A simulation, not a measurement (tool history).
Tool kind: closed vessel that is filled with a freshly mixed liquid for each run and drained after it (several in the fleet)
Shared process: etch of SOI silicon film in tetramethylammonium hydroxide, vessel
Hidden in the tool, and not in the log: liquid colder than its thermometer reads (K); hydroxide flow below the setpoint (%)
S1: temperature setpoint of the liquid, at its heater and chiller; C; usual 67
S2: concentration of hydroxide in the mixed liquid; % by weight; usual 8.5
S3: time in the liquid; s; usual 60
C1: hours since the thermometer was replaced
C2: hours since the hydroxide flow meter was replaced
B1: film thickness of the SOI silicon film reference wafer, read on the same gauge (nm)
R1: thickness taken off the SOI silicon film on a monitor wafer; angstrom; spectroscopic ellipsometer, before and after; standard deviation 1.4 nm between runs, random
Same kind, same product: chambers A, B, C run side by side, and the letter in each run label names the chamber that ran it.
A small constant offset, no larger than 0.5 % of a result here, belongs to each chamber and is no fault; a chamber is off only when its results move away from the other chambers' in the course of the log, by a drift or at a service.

run	hour	S1	S2	S3	C1	C2	B1	R1
1B	7.2	67	8.5	60	597.2	72.8	80.044	3611.9
2A	16.1	67	8.5	60	1629.8	290.8	80.020	3594.2
3C	22.9	67	8.5	60	439.0	765.0	80.056	3622.5
4C	30.1	67	8.5	60	446.2	772.2	79.975	3614.9
5B	35.6	67	8.5	60	625.6	101.2	79.959	3616.7
# hour 39.5: chamber A: thermometer replaced
6A	42.1	67	8.5	60	2.7	316.8	79.983	3613.0
7A	48.1	67	8.5	60	8.7	322.8	80.005	3599.6
8B	56.5	67	8.5	60	646.5	122.1	80.061	3628.6
9C	61.0	67	9.5	85	477.1	803.1	80.006	4921.4
10A	66.7	67	9.5	85	27.3	341.4	80.010	4887.8
11B	75.6	67	9.5	85	665.6	141.2	80.001	4939.7
12C	80.1	67	8.5	60	496.2	822.2	79.980	3607.1
13A	85.6	67	8.5	60	46.2	360.3	79.961	3609.7
14B	92.6	67	8.5	60	682.6	158.2	80.002	3614.4
15C	98.9	67	8.5	60	515.0	841.0	80.041	3649.5
16A	106.8	67	8.5	60	67.4	381.5	79.994	3612.1
17C	113.1	67	8.5	60	529.2	855.2	80.029	3645.3
18B	121.6	67	8.5	60	711.6	187.2	80.006	3631.3
# hour 126.4: chamber A: hydroxide flow meter replaced
19A	130.6	67	8.5	60	91.2	4.2	79.999	3606.5
20C	136.4	67	8.5	60	552.5	878.5	80.033	3666.5
21B	144.7	67	8.5	60	734.7	210.3	79.945	3638.1
22B	150.2	67	8.5	60	740.2	215.8	79.998	3602.3
23C	154.7	67	8.5	30	570.8	896.8	79.967	1842.8
24A	160.9	67	8.5	30	121.5	34.5	80.009	1796.9
25C	165.8	67	8.5	30	581.9	907.9	79.993	1840.2
26B	170.7	67	8.5	60	760.7	236.3	79.956	3610.6
27A	175.3	67	8.5	60	135.9	48.9	79.994	3586.1
28A	184.4	67	8.5	60	145.0	58.0	80.016	3613.1
29B	188.8	67	8.5	60	778.8	254.4	79.988	3635.4
30C	195.8	67	8.5	60	611.9	937.9	79.988	3723.0
31A	203.8	67	8.5	60	164.4	77.4	80.004	3597.6
32C	208.0	67	8.5	60	624.1	950.1	79.981	3735.3
33B	212.9	67	8.5	60	802.9	278.5	80.003	3634.7

Read the log: is a single chamber off, either drifting away or since a service, is the gauge that measures every chamber drifting, or is nothing wrong beyond small per-chamber offsets? Name any odd chamber and what most likely caused it.

Little by little, chamber C moves away from the other chambers.
Likeliest cause: hydroxide flow below the setpoint (%) = 10.5.
With only this log, it may be confused with: liquid hotter than its thermometer reads (K).

Chamber C could run next with any of the 4 candidate recipes listed below; each alters the usual settings, and their results appear as question marks. Which one brings its results back in line with what the other chambers deliver on the usual settings?
In line here means within this much of the mean the other chambers give on the usual settings: R1 47.0 angstrom
34C-1	219.4	67	10.5	60				?
34C-2	219.4	67	9.5	60				?
34C-3	219.4	67	6.5	60				?
34C-4	219.4	67	7.5	60				?

Other chambers, usual settings, mean: R1 3613.4 angstrom
run	R1
34C-1	3488.6
34C-2	3618.4
34C-3	4007.8
34C-4	3877.9
The right change is 34C-2: it brings the chamber back within the allowed miss of the others.
